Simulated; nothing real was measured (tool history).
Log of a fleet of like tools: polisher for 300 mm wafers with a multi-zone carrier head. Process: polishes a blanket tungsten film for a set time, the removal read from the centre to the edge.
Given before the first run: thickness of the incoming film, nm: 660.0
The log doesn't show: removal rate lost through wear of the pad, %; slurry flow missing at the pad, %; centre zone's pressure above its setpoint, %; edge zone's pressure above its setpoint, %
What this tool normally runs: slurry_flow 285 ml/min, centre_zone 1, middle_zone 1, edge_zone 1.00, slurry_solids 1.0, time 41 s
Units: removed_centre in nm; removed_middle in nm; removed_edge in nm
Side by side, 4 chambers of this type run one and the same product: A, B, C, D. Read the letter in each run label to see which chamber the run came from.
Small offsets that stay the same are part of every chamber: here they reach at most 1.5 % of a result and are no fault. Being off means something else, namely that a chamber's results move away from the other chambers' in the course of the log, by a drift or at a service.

| run | hour | slurry_flow | centre_zone | middle_zone | edge_zone | slurry_solids | time | wafers polished on this pad | hours since the slurry nozzle was cleaned | hours since the centre zone pressure was calibrated | hours since the edge zone pressure was calibrated | removed_centre | removed_middle | removed_edge |
|---|---|---|---|---|---|---|---|---|---|---|---|---|---|---|
| 1B | 4.2 | 285 | 1 | 1 | 1.00 | 1.0 | 41 | 254 | 215.6 | 682.1 | 221.4 | 252.55 | 260.34 | 251.92 |
| 2C | 7.9 | 285 | 1 | 1 | 1.00 | 1.0 | 41 | 680 | 274.8 | 1108.9 | 165.5 | 255.86 | 255.59 | 264.80 |
|  | 11.4 | chamber C: worn pad replaced by a new one |
| 3D | 11.4 | 285 | 1 | 1 | 1.00 | 1.0 | 41 | 340 | 401.9 | 155.9 | 100.2 | 258.63 | 261.56 | 252.66 |
| 4A | 14.8 | 285 | 1 | 1 | 1.00 | 1.0 | 41 | 329 | 39.5 | 217.9 | 276.4 | 255.01 | 248.46 | 258.50 |
| 5D | 16.9 | 285 | 1 | 1 | 0.93 | 0.8 | 41 | 424 | 407.4 | 161.4 | 105.7 | 243.95 | 247.62 | 235.04 |
| 6A | 20.2 | 285 | 1 | 1 | 0.93 | 0.8 | 41 | 412 | 44.9 | 223.3 | 281.8 | 243.83 | 241.52 | 226.94 |
| 7C | 22.3 | 285 | 1 | 1 | 0.93 | 0.8 | 41 | 167 | 289.2 | 1123.3 | 179.9 | 241.91 | 245.02 | 235.68 |
| 8B | 26.6 | 285 | 1 | 1 | 0.93 | 0.8 | 41 | 597 | 238.0 | 704.5 | 243.8 | 237.87 | 238.13 | 230.66 |
| 9B | 29.7 | 285 | 1 | 1 | 1.00 | 1.0 | 41 | 645 | 241.1 | 707.6 | 246.9 | 255.41 | 252.90 | 253.73 |
|  | 31.5 | chamber D: worn pad replaced by a new one |
| 10C | 31.8 | 285 | 1 | 1 | 1.00 | 1.0 | 41 | 313 | 298.7 | 1132.8 | 189.4 | 260.47 | 257.94 | 267.81 |
|  | 33.3 | chamber A: worn pad replaced by a new one |
| 11A | 34.1 | 285 | 1 | 1 | 1.00 | 1.0 | 41 | 12 | 58.8 | 237.2 | 295.7 | 254.20 | 254.21 | 257.91 |
| 12D | 38.1 | 285 | 1 | 1 | 1.00 | 1.0 | 52 | 102 | 428.6 | 182.6 | 126.9 | 327.08 | 325.61 | 327.04 |
| 13D | 40.9 | 285 | 1 | 1 | 1.00 | 1.0 | 52 | 145 | 431.4 | 185.4 | 129.7 | 325.27 | 321.39 | 326.88 |
| 14C | 44.5 | 285 | 1 | 1 | 1.00 | 1.0 | 52 | 507 | 311.4 | 1145.5 | 202.1 | 321.89 | 325.43 | 319.47 |
| 15B | 47.3 | 285 | 1 | 1 | 1.00 | 1.0 | 52 | 914 | 258.7 | 725.2 | 264.5 | 319.11 | 329.55 | 324.51 |
| 16A | 49.6 | 285 | 1 | 1 | 1.00 | 1.0 | 41 | 249 | 74.3 | 252.7 | 311.2 | 254.82 | 265.20 | 252.22 |
| 17B | 52.9 | 285 | 1 | 1 | 1.00 | 1.0 | 41 | 1000 | 264.3 | 730.8 | 270.1 | 252.96 | 261.79 | 254.08 |
| 18C | 55.8 | 285 | 1 | 1 | 1.00 | 1.0 | 41 | 680 | 322.7 | 1156.8 | 213.4 | 258.91 | 261.62 | 253.85 |
| 19A | 58.6 | 285 | 1 | 1 | 1.00 | 1.0 | 41 | 387 | 83.3 | 261.7 | 320.2 | 250.86 | 258.01 | 257.37 |
| 20D | 60.9 | 285 | 1 | 1 | 1.00 | 1.0 | 41 | 451 | 451.4 | 205.4 | 149.7 | 258.73 | 257.20 | 258.18 |
|  | 62.2 | chamber B: worn pad replaced by a new one |
| 21A | 63.1 | 285 | 1 | 1 | 1.00 | 1.0 | 41 | 456 | 87.8 | 266.2 | 324.7 | 256.37 | 257.42 | 256.54 |
|  | 64.9 | chamber C: worn pad replaced by a new one |
| 22D | 65.8 | 285 | 1 | 1 | 1.00 | 1.0 | 41 | 526 | 456.3 | 210.3 | 154.6 | 255.24 | 254.25 | 257.18 |
|  | 69.0 | chamber B: slurry nozzle cleaned |
| 23C | 70.3 | 285 | 1 | 1 | 1.00 | 1.0 | 41 | 83 | 337.2 | 1171.3 | 227.9 | 256.87 | 258.64 | 257.88 |
| 24B | 73.0 | 285 | 1 | 1 | 1.00 | 1.0 | 41 | 165 | 4.0 | 750.9 | 290.2 | 251.05 | 254.54 | 254.54 |
|  | 73.4 | chamber D: worn pad replaced by a new one |
| 25C | 77.5 | 285 | 1 | 1 | 1.00 | 1.0 | 41 | 193 | 344.4 | 1178.5 | 235.1 | 254.37 | 253.21 | 256.21 |
| 26D | 79.9 | 285 | 1 | 1 | 1.00 | 1.0 | 41 | 100 | 470.4 | 224.4 | 168.7 | 257.97 | 257.00 | 254.16 |

Does one chamber stand apart from the rest, does the shared gauge drift, or is all well apart from small per-chamber offsets? Give the chamber and the most likely cause, where there is one.

Neither any chamber nor the gauge drifts; the chambers differ only by their own small, steady offsets.

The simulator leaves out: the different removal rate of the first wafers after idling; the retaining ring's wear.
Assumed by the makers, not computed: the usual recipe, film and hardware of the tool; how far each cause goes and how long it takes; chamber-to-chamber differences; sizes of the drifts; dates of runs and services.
